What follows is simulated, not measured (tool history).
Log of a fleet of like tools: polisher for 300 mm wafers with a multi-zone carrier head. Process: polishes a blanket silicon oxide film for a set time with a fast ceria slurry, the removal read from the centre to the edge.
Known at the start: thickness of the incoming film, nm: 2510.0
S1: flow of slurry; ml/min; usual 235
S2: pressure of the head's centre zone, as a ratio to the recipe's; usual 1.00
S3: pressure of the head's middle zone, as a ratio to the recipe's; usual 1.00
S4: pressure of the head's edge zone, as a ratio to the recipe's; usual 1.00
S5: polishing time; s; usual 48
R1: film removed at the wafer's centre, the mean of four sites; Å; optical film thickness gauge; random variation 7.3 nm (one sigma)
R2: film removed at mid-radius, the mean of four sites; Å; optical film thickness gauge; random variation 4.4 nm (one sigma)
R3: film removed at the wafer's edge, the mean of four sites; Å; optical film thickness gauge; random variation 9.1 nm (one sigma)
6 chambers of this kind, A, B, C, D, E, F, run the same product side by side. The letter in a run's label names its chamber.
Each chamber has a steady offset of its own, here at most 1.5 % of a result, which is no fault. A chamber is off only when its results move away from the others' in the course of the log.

run   hour   S1    S2    S3    S4  S5      R1      R2      R3
 1C    5.8  235  1.00  1.00  1.00  48  7203.5  7191.4  7147.6
      11.0  -- chamber C: worn pad replaced by a new one
 2A   12.5  235  1.00  1.00  1.00  48  7160.6  7066.8  7266.3
 3D   21.3  235  1.00  1.00  1.00  48  7100.9  7288.3  7195.1
 4E   28.8  235  1.00  1.00  1.00  48  7122.5  7120.1  7033.0
      31.7  -- chamber D: worn pad replaced by a new one
      35.8  -- chamber F: worn pad replaced by a new one
 5B   37.7  235  1.00  1.00  1.00  48  7177.4  7138.4  7149.2
 6F   43.9  235  1.00  1.00  1.00  48  7212.2  7266.2  7132.4
      44.5  -- chamber D: centre zone pressure recalibrated
 7C   51.3  235  1.00  1.05  1.11  48  7074.1  7628.5  7813.6
 8A   56.1  235  1.00  1.05  1.11  48  7314.5  7358.6  7380.0
 9E   61.2  235  1.00  1.05  1.11  48  7129.6  7413.5  7660.3
      68.0  -- chamber A: worn pad replaced by a new one
10D   70.6  235  1.00  1.05  1.11  48  7303.9  7549.5  7526.0
11F   77.3  235  1.00  1.05  1.11  48  7209.8  7523.2  7516.4
      78.7  -- chamber B: worn pad replaced by a new one
12B   81.8  235  1.00  1.05  1.11  48  7253.2  7497.3  7558.9
      83.4  -- chamber E: worn pad replaced by a new one
13D   86.2  235  1.00  1.00  1.00  53  8038.5  8090.1  7871.2
      90.4  -- chamber C: worn pad replaced by a new one
14A   90.9  235  1.00  1.00  1.00  53  8015.9  7932.3  8007.2
15F   98.0  235  1.00  1.00  1.00  53  8017.2  7946.2  7738.2
16B  105.0  235  1.00  1.00  1.00  53  8071.9  7879.5  7810.5
     112.6  -- chamber F: worn pad replaced by a new one
17C  113.3  235  1.00  1.00  1.00  53  7798.1  7938.5  7722.3
18E  119.0  235  1.00  1.00  1.00  53  7739.8  7920.2  8056.1
19B  126.8  235  1.00  1.00  1.00  48  7218.0  7150.1  7206.6
     132.7  -- chamber D: edge zone pressure recalibrated
20A  136.7  235  1.00  1.00  1.00  48  7086.0  7163.7  7039.8
     139.4  -- chamber A: worn pad replaced by a new one
21D  143.6  235  1.00  1.00  1.00  48  7365.2  7253.8  7425.6
     149.6  -- chamber A: slurry nozzle cleaned
22E  150.5  235  1.00  1.00  1.00  48  7083.9  7164.6  7192.1
     155.6  -- chamber C: slurry nozzle cleaned
23C  159.8  235  1.00  1.00  1.00  48  7021.7  7219.7  7144.8
     160.3  -- chamber C: worn pad replaced by a new one
24F  167.1  235  1.00  1.00  1.00  48  7185.9  7175.6  6959.7
25A  173.8  235  1.00  1.00  0.92  48  7222.9  7129.7  6990.7
26C  180.6  235  1.00  1.00  0.92  48  7169.8  7200.3  6996.9
     183.2  -- chamber E: slurry nozzle cleaned
27D  187.0  235  1.00  1.00  0.92  48  7278.8  7330.7  6921.9
     189.1  -- chamber F: worn pad replaced by a new one
     191.2  -- chamber D: worn pad replaced by a new one
     194.1  -- chamber E: worn pad replaced by a new one
28B  194.6  235  1.00  1.00  0.92  48  7272.1  7160.8  7099.4
29F  200.5  235  1.00  1.00  0.92  48  7140.2  7268.5  6862.2
     202.5  -- chamber B: slurry nozzle cleaned
     205.9  -- chamber B: centre zone pressure recalibrated
30E  206.4  235  1.00  1.00  0.92  48  7194.6  7172.5  7049.8
     206.6  -- chamber A: worn pad replaced by a new one
     209.0  -- chamber B: edge zone pressure recalibrated
     209.5  -- chamber B: worn pad replaced by a new one
     209.8  -- chamber D: slurry nozzle cleaned
31D  212.8  195  1.05  1.00  1.00  48  7652.8  7065.0  6950.0
32B  222.4  195  1.05  1.00  1.00  48  7399.3  6943.8  7143.0
     222.5  -- chamber F: edge zone pressure recalibrated
33A  228.1  195  1.05  1.00  1.00  48  7424.9  6973.5  6844.4
34F  232.9  195  1.05  1.00  1.00  48  7453.5  7003.5  7028.6
35E  239.0  195  1.05  1.00  1.00  48  7312.6  6962.1  7023.0
     245.6  -- chamber C: worn pad replaced by a new one
36C  248.8  195  1.05  1.00  1.00  48  7205.7  7047.4  7187.5
37D  254.3  235  1.00  1.00  1.00  48  7211.9  7227.0  7186.8
38B  261.0  235  1.00  1.00  1.00  48  7130.5  7224.3  7251.7
39E  266.2  235  1.00  1.00  1.00  48  7065.0  7128.9  7241.7
     273.0  -- chamber F: worn pad replaced by a new one
40F  275.3  235  1.00  1.00  1.00  48  7199.2  7204.2  7159.4
     277.5  -- chamber A: worn pad replaced by a new one
41A  283.6  235  1.00  1.00  1.00  48  7229.6  7112.3  7328.2
42C  293.3  235  1.00  1.00  1.00  48  7217.7  7202.0  7373.9
43B  300.6  190  1.00  1.00  1.00  48  6909.8  7021.6  7139.5
44A  310.0  190  1.00  1.00  1.00  48  6976.5  6922.9  6950.1

All 6 chambers run these settings next. Forecast each chamber's results:
45A  317.1  235  1.00  1.00  0.94  48   ?   ?   ?
45B  317.1  235  1.00  1.00  0.94  48   ?   ?   ?
45C  317.1  235  1.00  1.00  0.94  48   ?   ?   ?
45D  317.1  235  1.00  1.00  0.94  48   ?   ?   ?
45E  317.1  235  1.00  1.00  0.94  48   ?   ?   ?
45F  317.1  235  1.00  1.00  0.94  48   ?   ?   ?

run      R1      R2      R3
45A  7211.2  7046.9  7069.8
45B  7169.0  7173.7  7138.6
45C  7137.7  7221.8  7148.5
45D  7365.1  7200.3  7082.1
45E  7154.7  7184.4  6961.3
45F  7336.0  7194.2  6727.2
